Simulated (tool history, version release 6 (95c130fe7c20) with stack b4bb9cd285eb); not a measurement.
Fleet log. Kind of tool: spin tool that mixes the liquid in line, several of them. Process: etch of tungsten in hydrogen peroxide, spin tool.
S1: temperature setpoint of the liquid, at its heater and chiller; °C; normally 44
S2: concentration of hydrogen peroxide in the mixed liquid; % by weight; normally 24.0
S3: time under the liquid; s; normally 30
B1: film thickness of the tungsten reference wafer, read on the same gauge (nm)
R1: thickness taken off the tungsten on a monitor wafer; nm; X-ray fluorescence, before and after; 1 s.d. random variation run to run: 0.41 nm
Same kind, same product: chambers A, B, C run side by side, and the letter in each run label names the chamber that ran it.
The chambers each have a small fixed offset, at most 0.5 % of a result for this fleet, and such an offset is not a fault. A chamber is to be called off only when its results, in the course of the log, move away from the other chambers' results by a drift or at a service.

run 1B hour=7.2 | S1=44 S2=24.0 S3=30 | B1=50.017 | R1=48.186
run 2A hour=13.3 | S1=44 S2=24.0 S3=30 | B1=49.979 | R1=48.109
run 3C hour=20.8 | S1=44 S2=24.0 S3=30 | B1=49.997 | R1=48.509
run 4A hour=29.7 | S1=44 S2=24.0 S3=30 | B1=50.020 | R1=48.115
run 5B hour=41.2 | S1=44 S2=24.0 S3=30 | B1=49.970 | R1=48.033
run 6C hour=50.7 | S1=44 S2=24.0 S3=30 | B1=50.031 | R1=47.364
run 7B hour=57.9 | S1=44 S2=24.0 S3=30 | B1=50.003 | R1=48.776
run 8C hour=69.0 | S1=44 S2=24.0 S3=30 | B1=50.024 | R1=48.398
run 9A hour=80.5 | S1=44 S2=24.0 S3=30 | B1=49.993 | R1=48.633
run 10A hour=87.2 | S1=44 S2=24.0 S3=30 | B1=49.987 | R1=48.202
run 11B hour=95.4 | S1=44 S2=24.0 S3=30 | B1=49.980 | R1=48.130
-- hour=102.0 chamber B: new drum of peroxide connected
run 12C hour=105.0 | S1=44 S2=24.0 S3=30 | B1=50.001 | R1=47.930
run 13B hour=117.0 | S1=44 S2=24.0 S3=30 | B1=50.030 | R1=48.791
run 14C hour=125.7 | S1=44 S2=24.0 S3=30 | B1=50.026 | R1=48.355
-- hour=134.1 chamber A: new drum of peroxide connected
run 15A hour=137.8 | S1=44 S2=24.0 S3=30 | B1=50.024 | R1=47.466
run 16A hour=149.9 | S1=44 S2=24.0 S3=30 | B1=49.990 | R1=47.044
run 17C hour=162.4 | S1=48 S2=29.5 S3=30 | B1=50.056 | R1=68.856
-- hour=162.7 chamber B: peroxide flow meter replaced
run 18B hour=172.9 | S1=48 S2=29.5 S3=30 | B1=50.007 | R1=68.278
run 19B hour=185.4 | S1=48 S2=29.5 S3=30 | B1=50.033 | R1=68.428
run 20A hour=194.7 | S1=44 S2=24.0 S3=30 | B1=50.014 | R1=47.153
run 21C hour=202.9 | S1=44 S2=24.0 S3=30 | B1=50.009 | R1=48.017
run 22C hour=211.4 | S1=44 S2=29.5 S3=30 | B1=50.067 | R1=53.464
run 23A hour=223.6 | S1=44 S2=29.5 S3=30 | B1=49.973 | R1=52.179
run 24B hour=233.2 | S1=44 S2=29.5 S3=30 | B1=49.975 | R1=53.383
run 25B hour=239.4 | S1=44 S2=24.0 S3=30 | B1=49.982 | R1=47.882
run 26C hour=251.4 | S1=44 S2=24.0 S3=30 | B1=50.004 | R1=48.501
run 27A hour=264.8 | S1=44 S2=24.0 S3=30 | B1=49.989 | R1=46.437
run 28C hour=273.0 | S1=44 S2=24.0 S3=30 | B1=49.958 | R1=47.844
run 29B hour=279.4 | S1=44 S2=24.0 S3=30 | B1=50.012 | R1=47.489
run 30A hour=292.7 | S1=44 S2=24.0 S3=30 | B1=49.977 | R1=46.351
run 31B hour=299.3 | S1=44 S2=24.0 S3=45 | B1=49.969 | R1=72.353
run 32C hour=310.5 | S1=44 S2=24.0 S3=45 | B1=49.958 | R1=73.084
run 33A hour=319.6 | S1=44 S2=24.0 S3=45 | B1=50.007 | R1=67.942
run 34B hour=327.9 | S1=44 S2=24.0 S3=30 | B1=50.022 | R1=48.206
run 35C hour=336.8 | S1=44 S2=24.0 S3=30 | B1=50.003 | R1=48.019
run 36A hour=346.5 | S1=44 S2=24.0 S3=30 | B1=50.012 | R1=45.207
run 37C hour=355.4 | S1=44 S2=24.0 S3=30 | B1=50.013 | R1=47.672
run 38B hour=365.8 | S1=44 S2=24.0 S3=30 | B1=50.050 | R1=48.515
run 39A hour=373.1 | S1=44 S2=24.0 S3=30 | B1=50.069 | R1=45.116
run 40A hour=386.2 | S1=44 S2=24.0 S3=30 | B1=49.989 | R1=44.584

Does one chamber stand apart from the rest, does the shared gauge drift, or is all well apart from small per-chamber offsets? Give the chamber and the most likely cause, where there is one.

It is chamber A that slowly wanders off from its peers.
What lies behind it: temperature lost on the way to the wafer (K) = 1.2.
Not necessarily distinguishable in this log from: liquid colder than its thermometer reads (K); peroxide flow below the setpoint (%).

Below are 4 candidate recipes for chamber A's next run, each the usual settings with a change, their results shown as question marks. Which of them brings A's results back in line with what the other chambers give on the usual settings?
In line here means within this much of the mean the other chambers give on the usual settings: R1 1.400 nm
run 41A-1 hour=396.1 | S1=44 S2=27.5 S3=30 | R1=?
run 41A-2 hour=396.1 | S1=43 S2=24.0 S3=30 | R1=?
run 41A-3 hour=396.1 | S1=42 S2=23.5 S3=30 | R1=?
run 41A-4 hour=396.1 | S1=46 S2=24.5 S3=30 | R1=?

Average result of the remaining chambers running the usual settings: R1 48.223 nm
run=41A-1 R1=48.003
run=41A-2 R1=42.092
run=41A-3 R1=39.099
run=41A-4 R1=51.390
With 41A-1, the chamber falls back in line with the rest.
